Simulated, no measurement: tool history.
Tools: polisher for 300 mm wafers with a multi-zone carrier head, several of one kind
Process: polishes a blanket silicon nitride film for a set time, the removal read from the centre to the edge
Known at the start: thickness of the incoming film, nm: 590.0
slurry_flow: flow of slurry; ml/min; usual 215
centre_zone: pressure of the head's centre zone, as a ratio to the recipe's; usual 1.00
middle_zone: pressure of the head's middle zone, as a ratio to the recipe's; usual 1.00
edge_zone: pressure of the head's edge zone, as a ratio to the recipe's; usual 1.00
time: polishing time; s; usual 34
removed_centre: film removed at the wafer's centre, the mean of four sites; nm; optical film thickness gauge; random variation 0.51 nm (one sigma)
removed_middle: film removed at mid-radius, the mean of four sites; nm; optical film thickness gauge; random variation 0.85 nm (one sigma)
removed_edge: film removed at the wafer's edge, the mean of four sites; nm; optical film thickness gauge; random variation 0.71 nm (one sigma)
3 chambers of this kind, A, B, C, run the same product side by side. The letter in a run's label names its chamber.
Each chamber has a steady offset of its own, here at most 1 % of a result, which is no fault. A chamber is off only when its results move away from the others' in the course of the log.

run,hour,slurry_flow,centre_zone,middle_zone,edge_zone,time,removed_centre,removed_middle,removed_edge
1C,10.6,215,1.00,1.00,1.00,34,56.498,57.261,57.982
2A,16.5,215,1.00,1.00,1.00,34,57.488,57.106,56.514
# hour 17.6: chamber C: worn pad replaced by a new one
3B,22.6,215,1.00,1.00,1.00,34,58.023,57.158,58.134
4C,28.4,215,1.00,1.00,1.00,34,57.979,58.553,57.434
5B,36.8,215,1.00,1.00,1.00,34,56.884,57.106,57.019
# hour 47.2: chamber C: slurry nozzle cleaned
6A,47.6,215,1.00,1.00,1.00,34,58.932,57.924,55.343
7A,55.1,185,1.00,1.00,1.00,34,56.494,57.776,57.343
8C,65.6,185,1.00,1.00,1.00,34,55.493,57.775,57.660
9B,76.6,185,1.00,1.00,1.00,34,56.807,56.446,56.943
10B,82.2,215,1.00,1.00,0.94,41,69.989,70.064,66.821
# hour 85.1: chamber A: slurry nozzle cleaned
11C,87.7,215,1.00,1.00,0.94,41,69.272,70.565,65.694
# hour 89.9: chamber B: slurry nozzle cleaned
12A,97.6,215,1.00,1.00,0.94,41,69.452,70.354,66.524
# hour 98.6: chamber B: worn pad replaced by a new one
13A,104.4,215,1.00,1.00,1.00,34,57.376,58.312,57.468
14C,111.8,215,0.94,1.00,1.00,29,45.068,49.755,48.728
15B,121.0,215,0.94,1.00,1.00,29,45.683,47.728,49.022
16B,127.6,215,0.94,1.00,1.00,29,45.704,48.721,48.985
# hour 129.5: chamber C: worn pad replaced by a new one
17A,135.3,215,1.00,1.00,1.00,34,56.021,57.296,54.854
18C,144.6,215,1.00,1.00,1.00,34,58.060,58.531,57.053
19B,151.0,215,1.00,1.00,1.00,34,58.115,57.091,59.556
20A,161.9,215,1.00,1.00,1.00,34,55.967,57.146,54.996
21C,171.3,215,1.00,1.00,1.00,34,57.662,57.109,57.937
22B,178.1,215,1.00,1.00,1.00,34,57.242,57.197,58.632
23A,183.2,215,1.00,1.00,1.00,34,55.830,53.591,53.458
24C,188.8,215,1.00,1.00,1.00,34,57.607,56.402,58.264
25B,194.1,215,1.00,1.00,1.00,34,57.428,57.397,57.306
26C,205.3,215,1.00,1.00,1.00,34,57.735,56.993,56.855
27A,214.0,215,1.00,1.00,1.00,34,54.961,54.858,54.068
28A,223.4,215,1.00,1.00,1.00,34,55.133,55.513,53.752
29B,232.0,215,1.00,1.00,1.00,34,57.120,58.239,58.285
# hour 233.7: chamber C: worn pad replaced by a new one
30C,240.9,215,1.00,1.00,1.00,34,57.904,57.170,57.472
31A,251.1,215,1.00,1.04,1.00,34,54.132,56.419,52.744
32C,256.4,215,1.00,1.04,1.00,34,57.091,61.863,57.096
# hour 258.2: chamber B: worn pad replaced by a new one
33B,266.4,215,1.00,1.04,1.00,34,57.985,59.881,57.672
34A,271.3,215,0.96,1.00,1.00,34,51.704,53.265,52.735
35B,281.0,215,0.96,1.00,1.00,34,55.538,60.230,59.047
36C,287.9,215,0.96,1.00,1.00,34,55.236,58.419,58.043
37C,295.0,215,1.00,1.00,1.00,34,57.789,57.214,57.020
38B,303.1,215,1.00,1.00,1.00,34,57.996,57.201,56.136
39A,309.8,215,1.00,1.00,1.00,34,53.012,52.498,52.128
40C,318.8,215,1.00,1.00,1.00,34,57.821,56.409,58.312
# hour 327.1: chamber A: slurry nozzle cleaned
41A,327.8,165,1.00,1.00,0.91,34,50.177,51.403,48.648

Is one chamber off against the others, does the gauge drift, or is nothing wrong? If a chamber is off, say which, and what the likeliest cause is.

Chamber A drifts away from the others.
Cause: removal rate lost through wear of the pad, % = 9.15.

Here are 4 candidates for chamber A's next run, each the usual settings with a change, their results left as question marks. Which one brings its results back in line with what the others give on the usual settings?
In line means no further than this from the other chambers' mean on the usual settings: removed_centre 1.800 nm; removed_middle 3.000 nm; removed_edge 2.500 nm
42A-1,335.8,215,1.00,1.00,1.00,33,?,?,?
42A-2,335.8,215,1.00,1.00,1.01,37,?,?,?
42A-3,335.8,215,1.01,1.00,0.99,31,?,?,?
42A-4,335.8,215,1.00,1.00,1.00,35,?,?,?

The other chambers' mean on the usual settings: removed_centre 57.515 nm; removed_middle 57.862 nm; removed_edge 57.587 nm
run,removed_centre,removed_middle,removed_edge
42A-1,51.191,51.156,51.183
42A-2,57.396,57.356,57.684
42A-3,48.619,48.054,47.832
42A-4,54.293,54.256,54.285
42A-2 brings the chamber back in line.
